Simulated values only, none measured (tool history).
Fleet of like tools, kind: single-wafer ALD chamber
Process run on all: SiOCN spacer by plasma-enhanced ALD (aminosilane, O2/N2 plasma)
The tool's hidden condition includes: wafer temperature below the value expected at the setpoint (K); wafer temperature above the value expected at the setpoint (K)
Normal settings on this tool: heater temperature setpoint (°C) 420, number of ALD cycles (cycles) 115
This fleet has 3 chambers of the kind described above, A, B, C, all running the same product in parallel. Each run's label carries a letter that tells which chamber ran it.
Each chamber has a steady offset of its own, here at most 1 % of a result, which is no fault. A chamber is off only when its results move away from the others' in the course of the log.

run	day	heater temperature setpoint (°C)	number of ALD cycles (cycles)	hours since the last thermocouple change	read-back reference wafer on the same gauge, thickness_nm	mean film thickness on the monitor wafer (Å)
1C	0.596	420	115	1826.2	7.443	65.821
2A	1.183	420	115	508	7.4444	65.333
3B	1.692	420	115	1288.9	7.4431	65.644
4A	2.042	420	115	528.6	7.4472	65.458
5B	2.633	420	115	1311.5	7.4479	65.739
6C	2.988	420	115	1883.6	7.4456	65.776
7A	3.288	420	115	558.5	7.4481	65.47
8C	3.583	420	115	1897.9	7.4482	65.997
9B	4.117	425	96	1347.1	7.4472	53.998
10C	4.633	425	96	1923.1	7.4477	54.056
11A	5.096	425	96	601.9	7.4518	53.736
12B	5.579	420	115	1382.2	7.4524	65.656
13A	6.012	420	115	623.9	7.4536	65.585
14B	6.529	420	115	1405	7.4551	65.683
15C	7.004	420	115	1980	7.4548	65.766
16B	7.462	420	115	1427.4	7.452	65.688
17C	7.767	420	115	1998.3	7.4557	65.966
18A	8.25	420	115	677.6	7.4572	65.661
19C	8.621	420	115	2018.8	7.4569	66.006
20A	9.088	420	135	697.7	7.4591	76.763
21B	9.379	420	135	1473.4	7.4578	77.219
22B	9.858	420	135	1484.9	7.4609	77.525
23C	10.192	420	115	2056.5	7.462	65.989
24A	10.683	420	115	736	7.4638	65.456
25A	11.092	420	115	745.8	7.4642	65.643
26C	11.554	426	131	2089.2	7.4629	73.577
27B	11.983	426	131	1535.9	7.4671	73.48
28A	12.242	426	131	773.4	7.4644	73.398
29B	12.779	426	107	1555	7.466	60.055
30C	13.367	426	107	2132.7	7.4713	60.221
31C	13.883	426	107	2145.1	7.47	60.237
32B	14.479	420	115	1595.8	7.4693	65.723
33A	14.775	420	115	834.2	7.4713	65.728
34B	15.142	420	115	1611.7	7.4738	65.813
35C	15.517	420	130	2184.3	7.4706	74.474
36A	15.979	420	130	863.1	7.4764	74.239
37B	16.454	420	130	1643.2	7.4746	74.37
38A	16.738	420	115	881.3	7.4767	65.595
39C	17.242	420	115	2225.7	7.4751	65.993
40C	17.567	420	135	2233.5	7.4775	77.604
41A	17.883	420	135	908.8	7.4782	77.078
42B	18.467	420	135	1691.5	7.4804	77.546
43C	18.871	420	115	2264.8	7.4772	66.12
44B	19.221	420	115	1709.6	7.4812	65.855

Does one chamber stand apart from the rest, does the shared gauge drift, or is all well apart from small per-chamber offsets? Give the chamber and the most likely cause, where there is one.

It is the gauge, not a chamber: its drift shows up in every chamber's results at once, and no chamber is off.
Likeliest cause: gauge reads high (%) = 0.568.

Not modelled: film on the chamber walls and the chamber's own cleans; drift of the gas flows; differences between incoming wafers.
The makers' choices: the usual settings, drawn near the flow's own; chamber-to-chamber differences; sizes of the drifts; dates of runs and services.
